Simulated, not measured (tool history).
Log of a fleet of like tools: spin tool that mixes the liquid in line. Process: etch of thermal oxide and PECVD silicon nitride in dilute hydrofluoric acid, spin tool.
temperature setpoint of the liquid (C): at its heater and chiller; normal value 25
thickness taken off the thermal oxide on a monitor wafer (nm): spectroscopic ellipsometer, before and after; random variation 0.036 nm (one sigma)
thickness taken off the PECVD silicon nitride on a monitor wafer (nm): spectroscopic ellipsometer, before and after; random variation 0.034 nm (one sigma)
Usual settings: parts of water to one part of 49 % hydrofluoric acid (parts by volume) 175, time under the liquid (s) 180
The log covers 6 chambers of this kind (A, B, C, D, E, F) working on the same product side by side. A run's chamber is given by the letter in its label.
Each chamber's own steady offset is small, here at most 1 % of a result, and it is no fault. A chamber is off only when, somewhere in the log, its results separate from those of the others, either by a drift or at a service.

| run | day | temperature setpoint of the liquid (C) | parts of water to one part of 49 % hydrofluoric acid (parts by volume) | time under the liquid (s) | read-back film thickness of the thermal oxide reference wafer, read on the same gauge (nm) | read-back film thickness of the PECVD silicon nitride reference wafer, read on the same gauge (nm) | thickness taken off the thermal oxide on a monitor wafer (nm) | thickness taken off the PECVD silicon nitride on a monitor wafer (nm) |
|---|---|---|---|---|---|---|---|---|
| 1C | 0.188 | 25 | 175 | 180 | 130.02 | 50.011 | 4.8548 | 3.7452 |
| 2A | 0.342 | 25 | 175 | 180 | 130.01 | 50.023 | 4.8967 | 3.7559 |
| 3F | 0.571 | 25 | 175 | 180 | 130.01 | 49.991 | 4.9144 | 3.7425 |
| 4E | 0.738 | 25 | 175 | 180 | 130.02 | 49.979 | 4.8921 | 3.6826 |
| 5D | 0.888 | 25 | 175 | 180 | 129.99 | 49.979 | 4.8347 | 3.7706 |
| 6B | 1.067 | 25 | 175 | 180 | 129.99 | 49.969 | 5.0261 | 3.836 |
| 7D | 1.238 | 25 | 175 | 180 | 129.98 | 50.003 | 4.8821 | 3.7443 |
| 8A | 1.396 | 25 | 175 | 180 | 130 | 50.01 | 4.9334 | 3.7564 |
| 9F | 1.625 | 25 | 175 | 180 | 130 | 50.03 | 4.9582 | 3.7379 |
| 10C | 1.838 | 25 | 175 | 180 | 130 | 50.015 | 4.9786 | 3.7779 |
| 11B | 2.033 | 25 | 175 | 180 | 129.99 | 49.983 | 5.0194 | 3.8012 |
| 12E | 2.221 | 25 | 175 | 180 | 130 | 50.009 | 4.9356 | 3.7616 |
| 13E | 2.433 | 25 | 175 | 180 | 130 | 50.012 | 4.9265 | 3.6649 |
| 14B | 2.546 | 25 | 175 | 180 | 129.99 | 49.993 | 4.9419 | 3.7539 |
| 15F | 2.704 | 25 | 175 | 180 | 130.01 | 50.002 | 4.9286 | 3.8042 |
| 16D | 2.921 | 25 | 175 | 180 | 130.01 | 49.997 | 4.9476 | 3.7244 |
| 17A | 3.05 | 27.5 | 175 | 180 | 130 | 50.009 | 5.4663 | 4.4254 |
| 18C | 3.25 | 27.5 | 175 | 180 | 129.97 | 50.006 | 5.3512 | 4.3976 |
| 19A | 3.358 | 27.5 | 175 | 180 | 130 | 50.001 | 5.382 | 4.3777 |
| 20D | 3.554 | 27.5 | 175 | 180 | 130.01 | 49.991 | 5.3968 | 4.429 |
| 21B | 3.758 | 27.5 | 175 | 180 | 129.98 | 50.024 | 5.3954 | 4.44 |
| 22F | 3.908 | 27.5 | 175 | 180 | 130 | 49.978 | 5.4202 | 4.4249 |
| 23E | 4.1 | 25 | 175 | 180 | 130 | 50.004 | 4.8784 | 3.8031 |
| 24C | 4.208 | 25 | 175 | 180 | 129.99 | 50.01 | 4.9334 | 3.7749 |
| 25B | 4.367 | 21.5 | 175 | 100 | 130.02 | 49.997 | 2.4127 | 1.669 |
| 26E | 4.546 | 21.5 | 175 | 100 | 130.01 | 50.006 | 2.3761 | 1.684 |
| 27C | 4.767 | 21.5 | 175 | 100 | 129.99 | 49.999 | 2.4202 | 1.6886 |
| 28A | 4.908 | 21.5 | 175 | 100 | 130 | 49.977 | 2.3954 | 1.6473 |
| 29D | 5.046 | 21.5 | 175 | 100 | 130 | 50.007 | 2.3691 | 1.6713 |
| 30F | 5.242 | 21.5 | 175 | 100 | 130.02 | 50 | 2.373 | 1.6524 |
| 31F | 5.421 | 25 | 175 | 180 | 129.99 | 50.004 | 4.9468 | 3.7161 |
| 32A | 5.625 | 25 | 175 | 180 | 130.01 | 49.986 | 4.9116 | 3.7407 |
| 33D | 5.796 | 25 | 175 | 180 | 130 | 49.999 | 4.9707 | 3.7802 |
| 34E | 5.9 | 25 | 175 | 180 | 130.02 | 49.969 | 4.9159 | 3.6613 |
| 35B | 6.012 | 21 | 175 | 180 | 130 | 49.989 | 4.3088 | 2.9535 |
| 36C | 6.217 | 21 | 175 | 180 | 130 | 49.985 | 4.2426 | 2.9173 |
| 37E | 6.321 | 21 | 175 | 180 | 130 | 49.997 | 4.2068 | 2.8669 |
| 38F | 6.508 | 21 | 175 | 180 | 129.99 | 49.999 | 4.2417 | 2.9329 |
| 39C | 6.662 | 21 | 175 | 180 | 130.02 | 50.011 | 4.2002 | 2.9465 |
| 40B | 6.867 | 21 | 175 | 180 | 130 | 50.002 | 4.2673 | 2.9111 |
| 41A | 7.038 | 25 | 175 | 180 | 130 | 49.993 | 4.922 | 3.8142 |
| 42D | 7.225 | 25 | 175 | 180 | 130.01 | 49.995 | 4.9468 | 3.7998 |

One chamber off, gauge drift, or nothing amiss beyond the chambers' own small offsets? If it is a chamber, which one, and what is the likeliest cause?

The fleet is healthy, with each chamber sitting at its usual small offset and no drift in the gauge.
